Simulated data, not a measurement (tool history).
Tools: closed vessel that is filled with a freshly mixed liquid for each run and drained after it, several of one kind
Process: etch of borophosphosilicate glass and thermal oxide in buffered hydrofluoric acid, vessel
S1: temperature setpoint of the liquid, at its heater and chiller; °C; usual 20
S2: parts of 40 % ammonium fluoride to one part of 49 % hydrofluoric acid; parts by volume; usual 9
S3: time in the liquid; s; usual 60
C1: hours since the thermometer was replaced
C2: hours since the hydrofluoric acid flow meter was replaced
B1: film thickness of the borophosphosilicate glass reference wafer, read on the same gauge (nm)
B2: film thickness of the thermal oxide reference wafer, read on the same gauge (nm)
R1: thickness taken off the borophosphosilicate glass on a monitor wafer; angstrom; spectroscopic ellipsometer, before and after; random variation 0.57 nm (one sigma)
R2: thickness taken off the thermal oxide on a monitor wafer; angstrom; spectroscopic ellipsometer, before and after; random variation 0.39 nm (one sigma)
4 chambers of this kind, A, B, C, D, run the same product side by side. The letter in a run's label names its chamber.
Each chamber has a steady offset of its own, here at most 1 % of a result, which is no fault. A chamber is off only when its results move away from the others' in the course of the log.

{"run": "1A", "hour": 6.4, "S1": 20, "S2": 9, "S3": 60, "C1": 911.1, "C2": 1403.3, "B1": 70.024, "B2": 40.01, "R1": 1002.4, "R2": 627.95}
{"run": "2B", "hour": 12.1, "S1": 20, "S2": 9, "S3": 60, "C1": 719, "C2": 206.3, "B1": 70.004, "B2": 40.009, "R1": 994.35, "R2": 619.78}
{"run": "3C", "hour": 16.5, "S1": 20, "S2": 9, "S3": 60, "C1": 676.2, "C2": 454.7, "B1": 69.981, "B2": 40.004, "R1": 973.4, "R2": 628.82}
{"run": "4D", "hour": 20.4, "S1": 20, "S2": 9, "S3": 60, "C1": 487.9, "C2": 193.2, "B1": 69.995, "B2": 39.994, "R1": 984.98, "R2": 620.61}
{"run": "5A", "hour": 25.7, "S1": 20, "S2": 6, "S3": 80, "C1": 930.4, "C2": 1422.6, "B1": 69.977, "B2": 39.986, "R1": 1993.7, "R2": 1251.4}
{"run": "6D", "hour": 29.0, "S1": 20, "S2": 6, "S3": 80, "C1": 496.5, "C2": 201.8, "B1": 69.993, "B2": 39.974, "R1": 1970, "R2": 1245.3}
{"run": "7C", "hour": 35.6, "S1": 20, "S2": 6, "S3": 80, "C1": 695.3, "C2": 473.8, "B1": 70.018, "B2": 40, "R1": 1970.1, "R2": 1244.2}
{"run": "8B", "hour": 38.6, "S1": 20, "S2": 6, "S3": 80, "C1": 745.5, "C2": 232.8, "B1": 70.002, "B2": 40.006, "R1": 1978.5, "R2": 1233}
{"hour": 41.9, "done": "chamber C: thermometer replaced"}
{"run": "9D", "hour": 42.3, "S1": 20, "S2": 9, "S3": 60, "C1": 509.8, "C2": 215.1, "B1": 69.977, "B2": 39.995, "R1": 995.82, "R2": 631.25}
{"run": "10C", "hour": 47.1, "S1": 20, "S2": 9, "S3": 60, "C1": 5.3, "C2": 485.3, "B1": 69.977, "B2": 39.997, "R1": 987.83, "R2": 615.48}
{"run": "11B", "hour": 53.4, "S1": 20, "S2": 9, "S3": 60, "C1": 760.3, "C2": 247.6, "B1": 70.01, "B2": 39.994, "R1": 986.49, "R2": 619.78}
{"run": "12A", "hour": 57.5, "S1": 20, "S2": 9, "S3": 60, "C1": 962.2, "C2": 1454.4, "B1": 70.027, "B2": 39.998, "R1": 999.84, "R2": 625.34}
{"run": "13D", "hour": 61.3, "S1": 20, "S2": 9, "S3": 60, "C1": 528.8, "C2": 234.1, "B1": 69.983, "B2": 40.008, "R1": 998.16, "R2": 622.41}
{"run": "14A", "hour": 67.6, "S1": 20, "S2": 9, "S3": 60, "C1": 972.3, "C2": 1464.5, "B1": 70.012, "B2": 40.017, "R1": 996.94, "R2": 623.55}
{"run": "15C", "hour": 73.6, "S1": 20, "S2": 9, "S3": 60, "C1": 31.8, "C2": 511.8, "B1": 69.978, "B2": 40.011, "R1": 972.85, "R2": 626.79}
{"run": "16B", "hour": 79.2, "S1": 20, "S2": 9, "S3": 60, "C1": 786.1, "C2": 273.4, "B1": 70.008, "B2": 40.014, "R1": 983.94, "R2": 621.47}
{"run": "17A", "hour": 84.5, "S1": 20, "S2": 9, "S3": 60, "C1": 989.2, "C2": 1481.4, "B1": 69.985, "B2": 40.006, "R1": 998.21, "R2": 618.12}
{"run": "18C", "hour": 90.0, "S1": 20, "S2": 9, "S3": 60, "C1": 48.2, "C2": 528.2, "B1": 70.017, "B2": 39.995, "R1": 980.33, "R2": 628.12}
{"run": "19D", "hour": 94.4, "S1": 20, "S2": 9, "S3": 60, "C1": 561.9, "C2": 267.2, "B1": 70.016, "B2": 39.982, "R1": 981.82, "R2": 639.45}
{"run": "20B", "hour": 100.2, "S1": 20, "S2": 9, "S3": 60, "C1": 807.1, "C2": 294.4, "B1": 69.998, "B2": 40.012, "R1": 986.63, "R2": 616.55}
{"run": "21D", "hour": 103.8, "S1": 20, "S2": 9, "S3": 60, "C1": 571.3, "C2": 276.6, "B1": 70.032, "B2": 39.986, "R1": 980.7, "R2": 626.95}
{"run": "22B", "hour": 108.6, "S1": 21.5, "S2": 7, "S3": 60, "C1": 815.5, "C2": 302.8, "B1": 69.998, "B2": 40.001, "R1": 1400.3, "R2": 878.57}
{"run": "23A", "hour": 114.8, "S1": 21.5, "S2": 7, "S3": 60, "C1": 1019.5, "C2": 1511.7, "B1": 69.999, "B2": 39.991, "R1": 1423.5, "R2": 883.15}
{"run": "24C", "hour": 118.8, "S1": 21.5, "S2": 7, "S3": 60, "C1": 77, "C2": 557, "B1": 69.982, "B2": 39.983, "R1": 1395.9, "R2": 889.2}
{"run": "25C", "hour": 123.1, "S1": 21.5, "S2": 7, "S3": 60, "C1": 81.3, "C2": 561.3, "B1": 70.034, "B2": 40.004, "R1": 1400.8, "R2": 885.39}
{"run": "26D", "hour": 127.3, "S1": 20, "S2": 9, "S3": 60, "C1": 594.8, "C2": 300.1, "B1": 69.998, "B2": 40.007, "R1": 995.3, "R2": 636.83}
{"run": "27A", "hour": 133.5, "S1": 20, "S2": 9, "S3": 60, "C1": 1038.2, "C2": 1530.4, "B1": 69.979, "B2": 39.984, "R1": 992.97, "R2": 617.78}

All 4 chambers run these settings next. Forecast each chamber's results:
{"run": "28A", "hour": 138.3, "S1": 20, "S2": 9, "S3": 60, "R1": "?", "R2": "?"}
{"run": "28B", "hour": 138.3, "S1": 20, "S2": 9, "S3": 60, "R1": "?", "R2": "?"}
{"run": "28C", "hour": 138.3, "S1": 20, "S2": 9, "S3": 60, "R1": "?", "R2": "?"}
{"run": "28D", "hour": 138.3, "S1": 20, "S2": 9, "S3": 60, "R1": "?", "R2": "?"}

run=28A R1=1010.2 R2=623.9
run=28B R1=981.32 R2=620.89
run=28C R1=976.52 R2=623.18
run=28D R1=999.33 R2=624.28
